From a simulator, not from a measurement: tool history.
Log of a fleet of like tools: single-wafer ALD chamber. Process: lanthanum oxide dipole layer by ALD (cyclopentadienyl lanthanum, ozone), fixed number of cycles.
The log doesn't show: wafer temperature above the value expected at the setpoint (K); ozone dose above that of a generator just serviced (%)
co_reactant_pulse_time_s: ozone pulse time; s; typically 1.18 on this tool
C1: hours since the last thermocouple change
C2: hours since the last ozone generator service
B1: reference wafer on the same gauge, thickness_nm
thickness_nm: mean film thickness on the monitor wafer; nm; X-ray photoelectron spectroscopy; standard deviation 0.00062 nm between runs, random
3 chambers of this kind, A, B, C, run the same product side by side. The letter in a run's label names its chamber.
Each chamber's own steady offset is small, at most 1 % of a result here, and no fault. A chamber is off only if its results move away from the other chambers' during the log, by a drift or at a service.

Run 1A, hour 13.1: usual settings; C1 844.2; C2 998.7; B1 0.56394. Result: thickness_nm 0.52567 nm.
Run 2B, hour 26.3: usual settings; C1 630.3; C2 526.0; B1 0.56371. Result: thickness_nm 0.52866 nm.
Run 3C, hour 38.8: usual settings; C1 898.3; C2 744.4; B1 0.56376. Result: thickness_nm 0.51973 nm.
Run 4B, hour 53.7: usual settings; C1 657.7; C2 553.4; B1 0.56352. Result: thickness_nm 0.52873 nm.
At hour 58.9: chamber A: ozone generator serviced.
Run 5C, hour 66.4: usual settings; C1 925.9; C2 772.0; B1 0.56344. Result: thickness_nm 0.51829 nm.
Run 6A, hour 81.3: usual settings but co_reactant_pulse_time_s 1.62 s; C1 912.4; C2 22.5; B1 0.56317. Result: thickness_nm 0.55716 nm.
Run 7C, hour 94.1: usual settings but co_reactant_pulse_time_s 1.62 s; C1 953.6; C2 799.7; B1 0.56314. Result: thickness_nm 0.55118 nm.
Run 8A, hour 101.8: usual settings but co_reactant_pulse_time_s 1.62 s; C1 932.9; C2 43.0; B1 0.56312. Result: thickness_nm 0.55658 nm.
Run 9B, hour 109.7: usual settings; C1 713.7; C2 609.4; B1 0.56303. Result: thickness_nm 0.52757 nm.
Run 10C, hour 124.9: usual settings; C1 984.4; C2 830.5; B1 0.56285. Result: thickness_nm 0.51909 nm.
Run 11A, hour 132.9: usual settings; C1 964.0; C2 74.1; B1 0.56279. Result: thickness_nm 0.52502 nm.
Run 12B, hour 142.0: usual settings; C1 746.0; C2 641.7; B1 0.56267. Result: thickness_nm 0.52726 nm.
Run 13B, hour 149.5: usual settings; C1 753.5; C2 649.2; B1 0.56246. Result: thickness_nm 0.52763 nm.
Run 14C, hour 164.1: usual settings; C1 1023.6; C2 869.7; B1 0.56242. Result: thickness_nm 0.51895 nm.
Run 15A, hour 179.9: usual settings but co_reactant_pulse_time_s 1.49 s; C1 1011.0; C2 121.1; B1 0.56231. Result: thickness_nm 0.54807 nm.
Run 16B, hour 191.7: usual settings but co_reactant_pulse_time_s 1.49 s; C1 795.7; C2 691.4; B1 0.56209. Result: thickness_nm 0.55209 nm.
Run 17A, hour 201.8: usual settings but co_reactant_pulse_time_s 1.49 s; C1 1032.9; C2 143.0; B1 0.56216. Result: thickness_nm 0.54825 nm.
Run 18C, hour 211.4: usual settings; C1 1070.9; C2 917.0; B1 0.56195. Result: thickness_nm 0.51746 nm.
Run 19B, hour 223.7: usual settings; C1 827.7; C2 723.4; B1 0.56176. Result: thickness_nm 0.52628 nm.
Run 20C, hour 232.3: usual settings but co_reactant_pulse_time_s 1.49 s; C1 1091.8; C2 937.9; B1 0.56181. Result: thickness_nm 0.54203 nm.
Run 21A, hour 240.0: usual settings but co_reactant_pulse_time_s 1.49 s; C1 1071.1; C2 181.2; B1 0.56157. Result: thickness_nm 0.54700 nm.
At hour 251.9: chamber C: ozone generator serviced.
Run 22A, hour 252.2: usual settings but co_reactant_pulse_time_s 1.49 s; C1 1083.3; C2 193.4; B1 0.56161. Result: thickness_nm 0.54841 nm.
Run 23C, hour 260.8: usual settings; C1 1120.3; C2 8.9; B1 0.56148. Result: thickness_nm 0.51736 nm.
Run 24B, hour 269.0: usual settings; C1 873.0; C2 768.7; B1 0.56153. Result: thickness_nm 0.52738 nm.
Run 25C, hour 281.3: usual settings; C1 1140.8; C2 29.4; B1 0.56129. Result: thickness_nm 0.51676 nm.

Each of the 3 chambers runs these same settings next. Fill in every chamber's results:
Run 26A, hour 292.8: usual settings. Result: thickness_nm ?.
Run 26B, hour 292.8: usual settings. Result: thickness_nm ?.
Run 26C, hour 292.8: usual settings. Result: thickness_nm ?.

run  thickness_nm
26A       0.52182
26B       0.52632
26C       0.51708

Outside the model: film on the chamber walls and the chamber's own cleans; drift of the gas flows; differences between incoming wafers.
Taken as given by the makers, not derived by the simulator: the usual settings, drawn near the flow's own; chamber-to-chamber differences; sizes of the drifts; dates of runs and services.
